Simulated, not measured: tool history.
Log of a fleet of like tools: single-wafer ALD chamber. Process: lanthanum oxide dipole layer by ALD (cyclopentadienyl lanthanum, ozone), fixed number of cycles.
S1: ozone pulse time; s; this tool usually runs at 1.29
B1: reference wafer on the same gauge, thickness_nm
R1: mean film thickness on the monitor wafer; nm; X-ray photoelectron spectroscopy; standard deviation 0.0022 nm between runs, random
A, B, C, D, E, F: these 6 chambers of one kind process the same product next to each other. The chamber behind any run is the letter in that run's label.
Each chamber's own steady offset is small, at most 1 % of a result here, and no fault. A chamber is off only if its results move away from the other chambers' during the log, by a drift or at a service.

Run 1A, day 0.229: usual settings; B1 0.46084. Result: R1 0.53544 nm.
Run 2E, day 0.462: usual settings; B1 0.46102. Result: R1 0.53667 nm.
Run 3B, day 0.796: usual settings; B1 0.46108. Result: R1 0.53653 nm.
Run 4C, day 1.088: usual settings; B1 0.46105. Result: R1 0.53474 nm.
Run 5F, day 1.462: usual settings; B1 0.46097. Result: R1 0.53958 nm.
Run 6D, day 1.712: usual settings; B1 0.46092. Result: R1 0.53368 nm.
Run 7A, day 2.075: usual settings; B1 0.46094. Result: R1 0.53631 nm.
Run 8B, day 2.358: usual settings; B1 0.4612. Result: R1 0.5358 nm.
Run 9F, day 2.662: usual settings; B1 0.46041. Result: R1 0.53463 nm.
Run 10D, day 2.871: usual settings; B1 0.46075. Result: R1 0.53119 nm.
Run 11C, day 3.054: usual settings; B1 0.46111. Result: R1 0.53404 nm.
Run 12E, day 3.379: usual settings; B1 0.46123. Result: R1 0.53324 nm.
Run 13A, day 3.571: usual settings; B1 0.46123. Result: R1 0.53479 nm.
Run 14F, day 3.821: usual settings; B1 0.46106. Result: R1 0.53664 nm.
Run 15D, day 4.171: usual settings; B1 0.46093. Result: R1 0.53419 nm.
Run 16E, day 4.521: usual settings; B1 0.4611. Result: R1 0.52944 nm.
Run 17C, day 4.838: usual settings but S1 0.95 s; B1 0.46106. Result: R1 0.49099 nm.
At day 4.858: chamber E: thermocouple changed; heater temperature recalibrated.
Run 18B, day 5.112: usual settings but S1 0.95 s; B1 0.46123. Result: R1 0.49266 nm.
Run 19E, day 5.354: usual settings but S1 0.95 s; B1 0.46138. Result: R1 0.48723 nm.
Run 20C, day 5.554: usual settings but S1 0.95 s; B1 0.46122. Result: R1 0.48773 nm.
Run 21D, day 5.821: usual settings but S1 0.95 s; B1 0.46089. Result: R1 0.49544 nm.
At day 6.046: chamber D: ozone generator serviced.
Run 22F, day 6.146: usual settings but S1 0.95 s; B1 0.4607. Result: R1 0.49163 nm.
Run 23A, day 6.317: usual settings; B1 0.4604. Result: R1 0.52938 nm.
Run 24B, day 6.558: usual settings; B1 0.46086. Result: R1 0.53754 nm.
Run 25F, day 6.879: usual settings; B1 0.46127. Result: R1 0.53671 nm.
Run 26A, day 7.1: usual settings but S1 0.92 s; B1 0.46099. Result: R1 0.47466 nm.
Run 27E, day 7.433: usual settings but S1 0.92 s; B1 0.46114. Result: R1 0.48911 nm.
Run 28B, day 7.671: usual settings but S1 0.92 s; B1 0.46135. Result: R1 0.48922 nm.
Run 29C, day 7.875: usual settings but S1 0.92 s; B1 0.46102. Result: R1 0.48082 nm.
Run 30D, day 8.088: usual settings but S1 0.92 s; B1 0.46061. Result: R1 0.48758 nm.
Run 31E, day 8.325: usual settings but S1 0.92 s; B1 0.46116. Result: R1 0.48428 nm.
Run 32D, day 8.571: usual settings but S1 1.64 s; B1 0.4608. Result: R1 0.55572 nm.
Run 33A, day 8.829: usual settings but S1 1.64 s; B1 0.46125. Result: R1 0.55137 nm.
Run 34F, day 9.033: usual settings but S1 1.64 s; B1 0.46089. Result: R1 0.55475 nm.
Run 35B, day 9.35: usual settings but S1 1.64 s; B1 0.46102. Result: R1 0.56001 nm.
Run 36C, day 9.558: usual settings but S1 1.64 s; B1 0.46073. Result: R1 0.55544 nm.
Run 37F, day 9.846: usual settings but S1 1.64 s; B1 0.46109. Result: R1 0.557 nm.

For the next run the whole fleet of 6 chambers uses the same settings. Give each chamber's results:
Run 38A, day 10.112: usual settings but S1 1.66 s. Result: R1 ?.
Run 38B, day 10.112: usual settings but S1 1.66 s. Result: R1 ?.
Run 38C, day 10.112: usual settings but S1 1.66 s. Result: R1 ?.
Run 38D, day 10.112: usual settings but S1 1.66 s. Result: R1 ?.
Run 38E, day 10.112: usual settings but S1 1.66 s. Result: R1 ?.
Run 38F, day 10.112: usual settings but S1 1.66 s. Result: R1 ?.

run       R1
38A  0.54943
38B  0.56125
38C  0.55679
38D  0.55556
38E  0.55647
38F  0.56388
